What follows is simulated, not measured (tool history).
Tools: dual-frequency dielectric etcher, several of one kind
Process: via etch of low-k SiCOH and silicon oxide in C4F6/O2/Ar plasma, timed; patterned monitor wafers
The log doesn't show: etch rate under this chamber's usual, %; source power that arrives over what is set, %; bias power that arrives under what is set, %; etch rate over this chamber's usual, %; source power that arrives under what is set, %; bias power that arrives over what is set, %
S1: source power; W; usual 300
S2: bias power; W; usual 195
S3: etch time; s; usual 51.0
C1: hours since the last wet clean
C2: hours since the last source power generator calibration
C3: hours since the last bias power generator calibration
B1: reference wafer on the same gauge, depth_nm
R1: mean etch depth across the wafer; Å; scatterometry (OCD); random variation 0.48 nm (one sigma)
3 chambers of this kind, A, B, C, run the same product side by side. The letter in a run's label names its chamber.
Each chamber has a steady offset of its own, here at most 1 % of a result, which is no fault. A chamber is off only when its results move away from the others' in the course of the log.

run	hour	S1	S2	S3	C1	C2	C3	B1	R1
1A	10.0	300	195	51.0	356.1	2290.2	906.9	136.07	1214.50
2B	21.1	300	195	51.0	169.6	1030.4	264.2	135.93	1214.70
3C	30.4	300	195	51.0	272.4	2262.0	297.9	136.03	1217.50
4A	41.2	300	195	51.0	387.3	2321.4	938.1	135.88	1223.60
5B	48.4	300	195	51.0	196.9	1057.7	291.5	136.04	1211.30
6C	53.9	300	195	51.0	295.9	2285.5	321.4	135.96	1219.20
7B	62.6	300	195	51.0	211.1	1071.9	305.7	135.97	1220.20
8A	72.4	300	195	51.0	418.5	2352.6	969.3	135.94	1211.40
9C	78.8	300	195	51.0	320.8	2310.4	346.3	136.00	1227.20
10B	89.9	300	195	51.0	238.4	1099.2	333.0	136.04	1215.10
11C	101.0	300	195	51.0	343.0	2332.6	368.5	136.06	1225.40
12A	108.1	300	195	51.0	454.2	2388.3	1005.0	136.04	1213.80
# hour 114.9: chamber C: wet clean of the chamber
13C	120.1	300	195	51.0	5.3	2351.7	387.6	135.96	1231.50
14B	126.5	300	195	51.0	275.0	1135.8	369.6	135.93	1210.40
15A	138.2	300	195	51.0	484.3	2418.4	1035.1	136.09	1203.50
16B	143.9	300	195	51.0	292.4	1153.2	387.0	135.96	1212.90
17C	149.4	300	195	51.0	34.6	2381.0	416.9	135.86	1227.20
18A	157.6	300	195	51.0	503.7	2437.8	1054.5	135.86	1200.00
19B	167.4	300	195	51.0	315.9	1176.7	410.5	135.94	1215.80
20C	175.0	300	195	51.0	60.2	2406.6	442.5	135.85	1220.50
21A	180.7	300	195	51.0	526.8	2460.9	1077.6	136.11	1190.90
22B	187.6	300	195	51.0	336.1	1196.9	430.7	135.91	1215.00
23C	197.6	300	195	51.0	82.8	2429.2	465.1	136.11	1236.50
24A	203.4	300	195	51.0	549.5	2483.6	1100.3	136.08	1197.30
25A	214.8	300	195	51.0	560.9	2495.0	1111.7	136.07	1181.80
26B	221.8	300	195	51.0	370.3	1231.1	464.9	136.08	1204.60
27C	228.7	300	195	51.0	113.9	2460.3	496.2	136.00	1233.00
28C	238.9	300	195	37.0	124.1	2470.5	506.4	135.94	891.27
29A	247.2	300	195	37.0	593.3	2527.4	1144.1	135.97	847.88
30B	258.2	300	195	37.0	406.7	1267.5	501.3	135.93	878.80
31C	264.7	300	195	51.0	149.9	2496.3	532.2	135.99	1229.30
32B	273.0	350	195	45.5	421.5	1282.3	516.1	136.02	1149.40
33A	280.0	350	195	45.5	626.1	2560.2	1176.9	136.06	1090.00
34C	289.9	350	195	45.5	175.1	2521.5	557.4	135.96	1166.40
35A	298.1	300	236	51.0	644.2	2578.3	1195.0	135.94	1243.20
36B	303.6	300	236	51.0	452.1	1312.9	546.7	135.85	1284.30

All 3 chambers run these settings next. Forecast each chamber's results:
37A	312.5	300	195	51.0					?
37B	312.5	300	195	51.0					?
37C	312.5	300	195	51.0					?

run	R1
37A	1149.80
37B	1204.90
37C	1228.20
